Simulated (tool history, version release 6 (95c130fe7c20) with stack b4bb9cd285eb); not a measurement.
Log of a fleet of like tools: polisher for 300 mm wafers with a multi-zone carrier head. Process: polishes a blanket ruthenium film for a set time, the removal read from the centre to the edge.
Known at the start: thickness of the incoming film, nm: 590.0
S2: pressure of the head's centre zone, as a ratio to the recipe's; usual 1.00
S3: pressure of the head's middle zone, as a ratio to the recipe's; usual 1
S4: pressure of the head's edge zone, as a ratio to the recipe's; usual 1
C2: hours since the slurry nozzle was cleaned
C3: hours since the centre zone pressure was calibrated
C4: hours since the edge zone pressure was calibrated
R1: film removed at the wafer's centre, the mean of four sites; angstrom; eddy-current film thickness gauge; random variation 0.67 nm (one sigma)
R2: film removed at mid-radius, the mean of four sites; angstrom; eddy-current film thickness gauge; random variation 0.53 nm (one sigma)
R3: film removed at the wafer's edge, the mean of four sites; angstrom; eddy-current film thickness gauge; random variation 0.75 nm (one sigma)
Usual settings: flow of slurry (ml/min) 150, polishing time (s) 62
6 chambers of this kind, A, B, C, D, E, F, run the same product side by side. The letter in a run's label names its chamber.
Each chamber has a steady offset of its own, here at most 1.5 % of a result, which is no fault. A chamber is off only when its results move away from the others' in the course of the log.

{"run": "1A", "hour": 8.0, "flow of slurry (ml/min)": 150, "S2": 1.0, "S3": 1, "S4": 1, "polishing time (s)": 62, "wafers polished on this pad": 862, "C2": 326.8, "C3": 447.3, "C4": 364.5, "R1": 706.2, "R2": 701.76, "R3": 700.0}
{"hour": 12.5, "done": "chamber E: worn pad replaced by a new one"}
{"run": "2F", "hour": 21.5, "flow of slurry (ml/min)": 150, "S2": 1.0, "S3": 1, "S4": 1, "polishing time (s)": 62, "wafers polished on this pad": 519, "C2": 101.5, "C3": 412.6, "C4": 126.3, "R1": 699.4, "R2": 704.59, "R3": 702.02}
{"hour": 23.2, "done": "chamber D: centre zone pressure recalibrated"}
{"run": "3D", "hour": 34.8, "flow of slurry (ml/min)": 150, "S2": 1.0, "S3": 1, "S4": 1, "polishing time (s)": 62, "wafers polished on this pad": 934, "C2": 157.5, "C3": 11.6, "C4": 1153.2, "R1": 702.1, "R2": 707.57, "R3": 695.1}
{"hour": 41.3, "done": "chamber B: worn pad replaced by a new one"}
{"run": "4B", "hour": 42.3, "flow of slurry (ml/min)": 150, "S2": 1.0, "S3": 1, "S4": 1, "polishing time (s)": 62, "wafers polished on this pad": 14, "C2": 530.5, "C3": 750.9, "C4": 180.0, "R1": 696.04, "R2": 701.21, "R3": 700.61}
{"hour": 43.6, "done": "chamber D: worn pad replaced by a new one"}
{"run": "5E", "hour": 52.3, "flow of slurry (ml/min)": 150, "S2": 1.0, "S3": 1, "S4": 1, "polishing time (s)": 62, "wafers polished on this pad": 528, "C2": 631.7, "C3": 123.3, "C4": 504.9, "R1": 700.3, "R2": 701.65, "R3": 691.43}
{"hour": 60.5, "done": "chamber D: edge zone pressure recalibrated"}
{"run": "6C", "hour": 62.4, "flow of slurry (ml/min)": 150, "S2": 1.0, "S3": 1, "S4": 1, "polishing time (s)": 62, "wafers polished on this pad": 1257, "C2": 589.0, "C3": 1014.0, "C4": 592.7, "R1": 713.28, "R2": 704.41, "R3": 700.19}
{"hour": 64.0, "done": "chamber C: worn pad replaced by a new one"}
{"hour": 67.8, "done": "chamber C: slurry nozzle cleaned"}
{"run": "7C", "hour": 78.2, "flow of slurry (ml/min)": 150, "S2": 1.0, "S3": 1, "S4": 1, "polishing time (s)": 62, "wafers polished on this pad": 189, "C2": 10.4, "C3": 1029.8, "C4": 608.5, "R1": 709.42, "R2": 694.81, "R3": 697.57}
{"hour": 81.5, "done": "chamber F: worn pad replaced by a new one"}
{"hour": 85.3, "done": "chamber A: slurry nozzle cleaned"}
{"run": "8A", "hour": 86.5, "flow of slurry (ml/min)": 150, "S2": 1.0, "S3": 1, "S4": 1, "polishing time (s)": 62, "wafers polished on this pad": 1904, "C2": 1.2, "C3": 525.8, "C4": 443.0, "R1": 727.34, "R2": 717.77, "R3": 681.89}
{"run": "9F", "hour": 94.5, "flow of slurry (ml/min)": 150, "S2": 1.0, "S3": 1, "S4": 1, "polishing time (s)": 62, "wafers polished on this pad": 172, "C2": 174.5, "C3": 485.6, "C4": 199.3, "R1": 703.86, "R2": 694.87, "R3": 707.85}
{"run": "10E", "hour": 105.5, "flow of slurry (ml/min)": 150, "S2": 1.0, "S3": 1, "S4": 1, "polishing time (s)": 62, "wafers polished on this pad": 1233, "C2": 684.9, "C3": 176.5, "C4": 558.1, "R1": 704.23, "R2": 701.77, "R3": 711.35}
{"hour": 114.3, "done": "chamber E: worn pad replaced by a new one"}
{"run": "11B", "hour": 115.0, "flow of slurry (ml/min)": 150, "S2": 1.0, "S3": 1, "S4": 1, "polishing time (s)": 62, "wafers polished on this pad": 978, "C2": 603.2, "C3": 823.6, "C4": 252.7, "R1": 697.54, "R2": 697.96, "R3": 702.94}
{"hour": 123.4, "done": "chamber D: worn pad replaced by a new one"}
{"run": "12D", "hour": 126.7, "flow of slurry (ml/min)": 150, "S2": 1.0, "S3": 1, "S4": 1, "polishing time (s)": 62, "wafers polished on this pad": 44, "C2": 249.4, "C3": 103.5, "C4": 66.3, "R1": 697.47, "R2": 720.22, "R3": 713.84}
{"hour": 131.6, "done": "chamber B: worn pad replaced by a new one"}
{"run": "13C", "hour": 139.0, "flow of slurry (ml/min)": 150, "S2": 1.0, "S3": 1, "S4": 1, "polishing time (s)": 62, "wafers polished on this pad": 995, "C2": 71.2, "C3": 1090.6, "C4": 669.3, "R1": 698.62, "R2": 704.97, "R3": 701.04}
{"hour": 146.4, "done": "chamber C: worn pad replaced by a new one"}
{"run": "14B", "hour": 153.9, "flow of slurry (ml/min)": 150, "S2": 1.0, "S3": 1, "S4": 1, "polishing time (s)": 62, "wafers polished on this pad": 295, "C2": 642.1, "C3": 862.5, "C4": 291.6, "R1": 697.23, "R2": 695.03, "R3": 691.05}
{"run": "15F", "hour": 166.7, "flow of slurry (ml/min)": 150, "S2": 1.0, "S3": 1, "S4": 1, "polishing time (s)": 62, "wafers polished on this pad": 1130, "C2": 246.7, "C3": 557.8, "C4": 271.5, "R1": 699.35, "R2": 706.79, "R3": 697.08}
{"hour": 167.7, "done": "chamber F: worn pad replaced by a new one"}
{"hour": 171.6, "done": "chamber F: centre zone pressure recalibrated"}
{"run": "16D", "hour": 178.8, "flow of slurry (ml/min)": 150, "S2": 1.0, "S3": 1, "S4": 1, "polishing time (s)": 62, "wafers polished on this pad": 735, "C2": 301.5, "C3": 155.6, "C4": 118.4, "R1": 698.07, "R2": 708.27, "R3": 715.86}
{"hour": 183.5, "done": "chamber D: slurry nozzle cleaned"}
{"run": "17A", "hour": 188.5, "flow of slurry (ml/min)": 150, "S2": 1.0, "S3": 1, "S4": 1, "polishing time (s)": 62, "wafers polished on this pad": 3257, "C2": 103.2, "C3": 627.8, "C4": 545.0, "R1": 689.92, "R2": 690.44, "R3": 690.4}
{"run": "18E", "hour": 196.6, "flow of slurry (ml/min)": 150, "S2": 1.0, "S3": 1, "S4": 1, "polishing time (s)": 62, "wafers polished on this pad": 1092, "C2": 776.0, "C3": 267.6, "C4": 649.2, "R1": 706.93, "R2": 700.84, "R3": 701.18}
{"hour": 199.5, "done": "chamber E: worn pad replaced by a new one"}
{"hour": 202.1, "done": "chamber E: centre zone pressure recalibrated"}
{"hour": 204.2, "done": "chamber C: edge zone pressure recalibrated"}
{"run": "19B", "hour": 204.6, "flow of slurry (ml/min)": 150, "S2": 1.0, "S3": 1, "S4": 1, "polishing time (s)": 62, "wafers polished on this pad": 968, "C2": 692.8, "C3": 913.2, "C4": 342.3, "R1": 691.65, "R2": 703.12, "R3": 714.58}
{"run": "20F", "hour": 214.9, "flow of slurry (ml/min)": 150, "S2": 1.0, "S3": 1, "S4": 1, "polishing time (s)": 62, "wafers polished on this pad": 626, "C2": 294.9, "C3": 43.4, "C4": 319.7, "R1": 700.22, "R2": 700.54, "R3": 698.81}
{"hour": 215.2, "done": "chamber D: worn pad replaced by a new one"}
{"hour": 228.3, "done": "chamber B: worn pad replaced by a new one"}
{"hour": 231.0, "done": "chamber C: worn pad replaced by a new one"}
{"run": "21C", "hour": 231.1, "flow of slurry (ml/min)": 150, "S2": 1.0, "S3": 1, "S4": 1, "polishing time (s)": 62, "wafers polished on this pad": 2, "C2": 163.3, "C3": 1182.7, "C4": 26.9, "R1": 701.7, "R2": 711.09, "R3": 705.0}
{"hour": 235.7, "done": "chamber E: slurry nozzle cleaned"}
{"hour": 240.8, "done": "chamber F: edge zone pressure recalibrated"}
{"run": "22D", "hour": 242.1, "flow of slurry (ml/min)": 150, "S2": 1.0, "S3": 1, "S4": 1, "polishing time (s)": 62, "wafers polished on this pad": 356, "C2": 58.7, "C3": 218.9, "C4": 181.7, "R1": 699.87, "R2": 705.63, "R3": 698.86}
{"run": "23E", "hour": 249.6, "flow of slurry (ml/min)": 150, "S2": 1.0, "S3": 1, "S4": 1, "polishing time (s)": 62, "wafers polished on this pad": 664, "C2": 13.9, "C3": 47.5, "C4": 702.2, "R1": 701.84, "R2": 710.92, "R3": 698.52}
{"hour": 251.0, "done": "chamber A: centre zone pressure recalibrated"}
{"hour": 254.0, "done": "chamber F: worn pad replaced by a new one"}
{"hour": 258.7, "done": "chamber B: edge zone pressure recalibrated"}
{"run": "24A", "hour": 260.7, "flow of slurry (ml/min)": 150, "S2": 1.0, "S3": 1, "S4": 1, "polishing time (s)": 62, "wafers polished on this pad": 4215, "C2": 175.4, "C3": 9.8, "C4": 617.2, "R1": 688.68, "R2": 686.44, "R3": 686.66}
{"hour": 272.6, "done": "chamber C: centre zone pressure recalibrated"}
{"run": "25A", "hour": 274.6, "flow of slurry (ml/min)": 150, "S2": 1.0, "S3": 1, "S4": 1, "polishing time (s)": 62, "wafers polished on this pad": 4399, "C2": 189.3, "C3": 23.7, "C4": 631.1, "R1": 675.92, "R2": 685.04, "R3": 681.81}
{"run": "26E", "hour": 285.5, "flow of slurry (ml/min)": 150, "S2": 1.0, "S3": 1, "S4": 1, "polishing time (s)": 62, "wafers polished on this pad": 1140, "C2": 49.8, "C3": 83.4, "C4": 738.1, "R1": 708.61, "R2": 700.61, "R3": 708.6}
{"hour": 290.4, "done": "chamber E: worn pad replaced by a new one"}
{"hour": 294.1, "done": "chamber D: worn pad replaced by a new one"}
{"run": "27F", "hour": 294.9, "flow of slurry (ml/min)": 150, "S2": 1.0, "S3": 1, "S4": 1, "polishing time (s)": 62, "wafers polished on this pad": 543, "C2": 374.9, "C3": 123.4, "C4": 54.2, "R1": 708.0, "R2": 699.76, "R3": 697.81}
{"run": "28B", "hour": 305.2, "flow of slurry (ml/min)": 150, "S2": 1.0, "S3": 1, "S4": 1, "polishing time (s)": 62, "wafers polished on this pad": 1020, "C2": 793.4, "C3": 1013.8, "C4": 46.6, "R1": 707.24, "R2": 699.02, "R3": 697.95}
{"run": "29C", "hour": 315.3, "flow of slurry (ml/min)": 150, "S2": 1.0, "S3": 1, "S4": 1, "polishing time (s)": 62, "wafers polished on this pad": 1119, "C2": 247.5, "C3": 42.8, "C4": 111.1, "R1": 692.25, "R2": 701.83, "R3": 694.83}
{"hour": 329.0, "done": "chamber C: worn pad replaced by a new one"}
{"run": "30D", "hour": 330.4, "flow of slurry (ml/min)": 150, "S2": 1.08, "S3": 1, "S4": 1, "polishing time (s)": 71, "wafers polished on this pad": 482, "C2": 147.0, "C3": 307.2, "C4": 270.0, "R1": 889.42, "R2": 817.67, "R3": 787.46}
{"hour": 333.3, "done": "chamber B: slurry nozzle cleaned"}
{"hour": 334.4, "done": "chamber B: worn pad replaced by a new one"}
{"run": "31C", "hour": 341.3, "flow of slurry (ml/min)": 150, "S2": 1.08, "S3": 1, "S4": 1, "polishing time (s)": 71, "wafers polished on this pad": 163, "C2": 273.5, "C3": 68.8, "C4": 137.1, "R1": 881.19, "R2": 801.53, "R3": 806.54}
{"hour": 342.2, "done": "chamber F: worn pad replaced by a new one"}
{"hour": 351.8, "done": "chamber B: centre zone pressure recalibrated"}
{"run": "32A", "hour": 353.4, "flow of slurry (ml/min)": 150, "S2": 1.08, "S3": 1, "S4": 1, "polishing time (s)": 71, "wafers polished on this pad": 5444, "C2": 268.1, "C3": 102.5, "C4": 709.9, "R1": 844.47, "R2": 767.2, "R3": 764.53}
{"run": "33E", "hour": 366.2, "flow of slurry (ml/min)": 150, "S2": 1.08, "S3": 1, "S4": 1, "polishing time (s)": 71, "wafers polished on this pad": 1006, "C2": 130.5, "C3": 164.1, "C4": 818.8, "R1": 868.97, "R2": 799.03, "R3": 800.89}
{"run": "34B", "hour": 378.7, "flow of slurry (ml/min)": 150, "S2": 1.08, "S3": 1, "S4": 1, "polishing time (s)": 71, "wafers polished on this pad": 588, "C2": 45.5, "C3": 27.0, "C4": 120.1, "R1": 878.64, "R2": 802.94, "R3": 823.94}
{"run": "35D", "hour": 387.4, "flow of slurry (ml/min)": 150, "S2": 1.08, "S3": 1, "S4": 1, "polishing time (s)": 71, "wafers polished on this pad": 1238, "C2": 204.0, "C3": 364.2, "C4": 327.0, "R1": 863.53, "R2": 813.0, "R3": 796.7}
{"run": "36F", "hour": 397.2, "flow of slurry (ml/min)": 150, "S2": 1.0, "S3": 1, "S4": 1, "polishing time (s)": 62, "wafers polished on this pad": 730, "C2": 477.2, "C3": 225.7, "C4": 156.5, "R1": 694.11, "R2": 693.77, "R3": 706.28}
{"run": "37A", "hour": 410.5, "flow of slurry (ml/min)": 150, "S2": 1.0, "S3": 1, "S4": 1, "polishing time (s)": 62, "wafers polished on this pad": 6202, "C2": 325.2, "C3": 159.6, "C4": 767.0, "R1": 670.42, "R2": 658.22, "R3": 662.59}
{"run": "38B", "hour": 421.9, "flow of slurry (ml/min)": 150, "S2": 1.0, "S3": 1, "S4": 1, "polishing time (s)": 62, "wafers polished on this pad": 1161, "C2": 88.7, "C3": 70.2, "C4": 163.3, "R1": 698.65, "R2": 706.74, "R3": 703.33}
{"hour": 426.8, "done": "chamber C: worn pad replaced by a new one"}
{"run": "39C", "hour": 438.4, "flow of slurry (ml/min)": 150, "S2": 1.0, "S3": 1, "S4": 1, "polishing time (s)": 62, "wafers polished on this pad": 153, "C2": 370.6, "C3": 165.9, "C4": 234.2, "R1": 711.35, "R2": 703.83, "R3": 696.21}
{"hour": 438.8, "done": "chamber F: worn pad replaced by a new one"}
{"run": "40F", "hour": 454.4, "flow of slurry (ml/min)": 150, "S2": 1.0, "S3": 1, "S4": 1, "polishing time (s)": 62, "wafers polished on this pad": 207, "C2": 534.4, "C3": 282.9, "C4": 213.7, "R1": 708.35, "R2": 709.48, "R3": 699.56}

All 6 chambers run these settings next. Forecast each chamber's results:
{"run": "41A", "hour": 466.2, "flow of slurry (ml/min)": 150, "S2": 1.0, "S3": 1, "S4": 1, "polishing time (s)": 62, "R1": "?", "R2": "?", "R3": "?"}
{"run": "41B", "hour": 466.2, "flow of slurry (ml/min)": 150, "S2": 1.0, "S3": 1, "S4": 1, "polishing time (s)": 62, "R1": "?", "R2": "?", "R3": "?"}
{"run": "41C", "hour": 466.2, "flow of slurry (ml/min)": 150, "S2": 1.0, "S3": 1, "S4": 1, "polishing time (s)": 62, "R1": "?", "R2": "?", "R3": "?"}
{"run": "41D", "hour": 466.2, "flow of slurry (ml/min)": 150, "S2": 1.0, "S3": 1, "S4": 1, "polishing time (s)": 62, "R1": "?", "R2": "?", "R3": "?"}
{"run": "41E", "hour": 466.2, "flow of slurry (ml/min)": 150, "S2": 1.0, "S3": 1, "S4": 1, "polishing time (s)": 62, "R1": "?", "R2": "?", "R3": "?"}
{"run": "41F", "hour": 466.2, "flow of slurry (ml/min)": 150, "S2": 1.0, "S3": 1, "S4": 1, "polishing time (s)": 62, "R1": "?", "R2": "?", "R3": "?"}

run=41A R1=656.08 R2=652.67 R3=656.28
run=41B R1=705.38 R2=700.89 R3=708.64
run=41C R1=717.13 R2=702.07 R3=713.58
run=41D R1=704.29 R2=706.01 R3=702.93
run=41E R1=704.93 R2=693.46 R3=702.67
run=41F R1=715.29 R2=699.01 R3=710.99
